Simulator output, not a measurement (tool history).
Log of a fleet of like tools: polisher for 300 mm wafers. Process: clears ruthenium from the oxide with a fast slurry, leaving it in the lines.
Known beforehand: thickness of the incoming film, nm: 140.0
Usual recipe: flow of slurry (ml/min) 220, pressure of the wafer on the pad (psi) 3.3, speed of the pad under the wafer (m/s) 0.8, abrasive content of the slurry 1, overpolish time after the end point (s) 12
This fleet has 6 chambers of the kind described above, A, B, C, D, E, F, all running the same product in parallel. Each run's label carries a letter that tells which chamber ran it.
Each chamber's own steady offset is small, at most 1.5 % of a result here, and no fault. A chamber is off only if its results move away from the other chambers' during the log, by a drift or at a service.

run,hour,flow of slurry (ml/min),pressure of the wafer on the pad (psi),speed of the pad under the wafer (m/s),abrasive content of the slurry,overpolish time after the end point (s),time until the end point was called (s),dishing of a wide line in a test structure (angstrom)
# hour 3.2: chamber A: worn pad replaced by a new one
1E,12.6,220,3.3,0.8,1,12,34.112,385.91
# hour 14.4: chamber D: worn pad replaced by a new one
2C,19.4,220,3.3,0.8,1,12,33.43,400.88
# hour 22.8: chamber E: worn pad replaced by a new one
# hour 27.3: chamber B: worn pad replaced by a new one
3B,30.5,220,3.3,0.8,1,12,32.585,397.15
# hour 35.3: chamber D: slurry blender recalibrated
# hour 35.6: chamber F: worn pad replaced by a new one
4F,40.4,220,3.3,0.8,1,12,33.734,385.01
# hour 48.8: chamber E: slurry blender recalibrated
5D,49.7,220,3.3,0.8,1,12,33.516,396.71
6A,57.2,220,3.3,0.8,1,12,33.73,403.5
7D,69.9,220,3.3,0.8,1,12,33.505,391.48
# hour 77.6: chamber D: worn pad replaced by a new one
# hour 79.5: chamber A: worn pad replaced by a new one
8A,81.7,220,3.3,0.8,1,12,34.214,393.78
# hour 82.1: chamber C: worn pad replaced by a new one
9F,91.2,220,3.3,0.8,1,12,33.869,397.16
# hour 98.7: chamber F: worn pad replaced by a new one
# hour 100.4: chamber E: worn pad replaced by a new one
# hour 102.6: chamber F: slurry blender recalibrated
10E,103.4,220,3.3,0.8,1,12,33.329,400.97
# hour 109.4: chamber B: worn pad replaced by a new one
11C,110.9,220,3.3,0.8,1,12,33.227,389.18
12B,116.8,220,3.3,0.8,1,12,33.815,406.97
13D,126,260,3.3,0.8,1,18,32.688,570.57
# hour 130.3: chamber C: slurry blender recalibrated
14A,134.9,260,3.3,0.8,1,18,35.198,545.55
# hour 135.4: chamber C: slurry nozzle cleaned
15B,141.7,260,3.3,0.8,1,18,32.414,564.67
16E,148.6,260,3.3,0.8,1,18,32.151,577.92
# hour 155.6: chamber D: worn pad replaced by a new one
# hour 156.4: chamber A: worn pad replaced by a new one
17F,158.5,260,3.3,0.8,1,18,32.784,567.32
# hour 161.6: chamber B: slurry nozzle cleaned
# hour 166.2: chamber F: worn pad replaced by a new one
18C,168.9,260,3.3,0.8,1,18,32.512,575.85
# hour 172.6: chamber C: worn pad replaced by a new one
19C,175.4,280,3.3,0.8,1,12,32.289,405.81
# hour 178.5: chamber E: worn pad replaced by a new one
# hour 180.4: chamber D: slurry nozzle cleaned
20B,183,280,3.3,0.8,1,12,32.63,401.65
21F,190.1,280,3.3,0.8,1,12,31.99,400.98
# hour 201.7: chamber B: worn pad replaced by a new one
22D,202.6,280,3.3,0.8,1,12,31.995,418.91
23A,214.1,280,3.3,0.8,1,12,35.612,375.87
24E,220.5,280,3.3,0.8,1,12,32.721,423.88
# hour 220.7: chamber A: worn pad replaced by a new one
# hour 224.2: chamber F: worn pad replaced by a new one
# hour 230.9: chamber D: worn pad replaced by a new one
25A,233.1,220,3.3,0.8,1,12,37.302,368.46
26C,241.3,220,3.3,0.8,1,12,32.616,403.86
# hour 245.5: chamber E: worn pad replaced by a new one
27D,252.7,220,3.3,0.8,1,12,33.989,399.43
# hour 258.8: chamber E: slurry nozzle cleaned
28B,263.9,220,3.3,0.8,1,12,33.674,397.9
29F,271.5,220,3.3,0.8,1,12,33.34,413.67
# hour 274.3: chamber C: worn pad replaced by a new one
30E,283.1,220,3.3,0.8,1,12,34.334,388.6
# hour 287: chamber A: slurry nozzle cleaned
31A,289.3,220,3.3,0.8,1,12,38.507,346.55
# hour 294.8: chamber B: worn pad replaced by a new one
32F,297.3,220,3.3,0.66,1,12,40.447,328.37
# hour 300.2: chamber E: head pressure recalibrated
# hour 303.3: chamber D: worn pad replaced by a new one
# hour 303.7: chamber B: slurry blender recalibrated
33B,304.2,220,3.3,0.66,1,12,40.339,330.51
34C,317,220,3.3,0.66,1,12,39.958,352.6
# hour 321.7: chamber E: worn pad replaced by a new one
35E,325,220,3.3,0.66,1,12,40.698,339.01
36D,333.3,220,3.3,0.66,1,12,39.661,332.28
37C,340,220,3.3,0.66,1,12,40.843,352.06

Predict what each chamber gives when all 6 of them run the settings below next.
38A,349.3,220,3.3,0.8,1,12,?,?
38B,349.3,220,3.3,0.8,1,12,?,?
38C,349.3,220,3.3,0.8,1,12,?,?
38D,349.3,220,3.3,0.8,1,12,?,?
38E,349.3,220,3.3,0.8,1,12,?,?
38F,349.3,220,3.3,0.8,1,12,?,?

run,time until the end point was called (s),dishing of a wide line in a test structure (angstrom)
38A,38.862,344.08
38B,32.939,395.82
38C,33.417,387.49
38D,33.317,390.58
38E,33.716,408.96
38F,33.538,397.98

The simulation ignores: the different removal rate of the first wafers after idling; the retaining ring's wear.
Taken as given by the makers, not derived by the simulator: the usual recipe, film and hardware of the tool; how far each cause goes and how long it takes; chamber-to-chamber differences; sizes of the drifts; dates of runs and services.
